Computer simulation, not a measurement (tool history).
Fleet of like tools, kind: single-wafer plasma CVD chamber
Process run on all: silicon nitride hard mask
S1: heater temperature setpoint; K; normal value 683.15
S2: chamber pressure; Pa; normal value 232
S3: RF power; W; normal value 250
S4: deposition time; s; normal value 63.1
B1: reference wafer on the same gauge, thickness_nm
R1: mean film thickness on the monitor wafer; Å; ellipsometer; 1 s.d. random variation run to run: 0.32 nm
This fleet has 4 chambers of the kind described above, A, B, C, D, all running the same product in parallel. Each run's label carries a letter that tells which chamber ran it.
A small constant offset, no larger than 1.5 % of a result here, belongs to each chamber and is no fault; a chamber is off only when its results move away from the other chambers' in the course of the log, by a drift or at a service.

run	day	S1	S2	S3	S4	B1	R1
1D	0.408	683.15	232	250	63.1	58.569	653.82
2C	0.829	683.15	232	250	63.1	58.597	641.67
3A	1.125	683.15	232	250	63.1	58.593	661.35
4B	1.421	683.15	232	250	63.1	58.558	659.94
5D	1.638	671.15	232	250	63.1	58.638	659.90
6C	2.075	671.15	232	250	63.1	58.558	647.55
7A	2.442	671.15	232	250	63.1	58.640	672.77
8B	2.788	671.15	232	250	63.1	58.609	657.70
9C	3.233	683.15	232	250	63.1	58.573	642.59
10B	3.504	683.15	232	250	63.1	58.587	650.10
# day 3.542: chamber D: RF generator calibrated
11D	3.983	683.15	180	250	63.1	58.597	609.41
12A	4.229	683.15	180	250	63.1	58.557	614.84
13C	4.667	683.15	180	250	63.1	58.577	591.26
14B	5.142	683.15	180	250	63.1	58.576	605.46
15D	5.358	683.15	232	280	71.3	58.548	793.76
16A	5.704	683.15	232	280	71.3	58.624	805.25
17A	6.192	683.15	232	280	71.3	58.557	811.93
18C	6.417	683.15	232	280	71.3	58.591	773.78
19B	6.842	683.15	232	250	63.1	58.620	654.01
20D	7.146	683.15	232	250	63.1	58.645	656.78
21A	7.450	683.15	232	250	63.1	58.627	661.82
22B	7.775	683.15	232	250	63.1	58.670	654.62
23D	8.058	683.15	232	250	63.1	58.542	658.92
# day 8.383: chamber D: capacitance manometer re-zeroed and calibrated
24C	8.533	683.15	232	250	63.1	58.585	622.58
25A	8.833	683.15	232	250	75.2	58.616	786.80
26B	9.200	683.15	232	250	75.2	58.572	777.77
27D	9.621	683.15	232	250	75.2	58.545	784.09
28C	9.946	683.15	232	250	75.2	58.602	743.20
29B	10.362	683.15	232	250	63.1	58.580	651.50
30D	10.708	683.15	232	250	63.1	58.574	650.28
31A	11.138	683.15	232	250	63.1	58.576	663.49
32C	11.562	683.15	232	250	63.1	58.578	618.55
33C	12.000	683.15	232	250	63.1	58.616	617.95
34B	12.233	683.15	232	250	63.1	58.564	652.87
35D	12.617	683.15	232	250	63.1	58.617	656.20

All 4 chambers run these settings next. Forecast each chamber's results:
36A	12.971	683.15	253	250	63.1		?
36B	12.971	683.15	253	250	63.1		?
36C	12.971	683.15	253	250	63.1		?
36D	12.971	683.15	253	250	63.1		?

run	R1
36A	680.34
36B	669.12
36C	625.32
36D	672.30
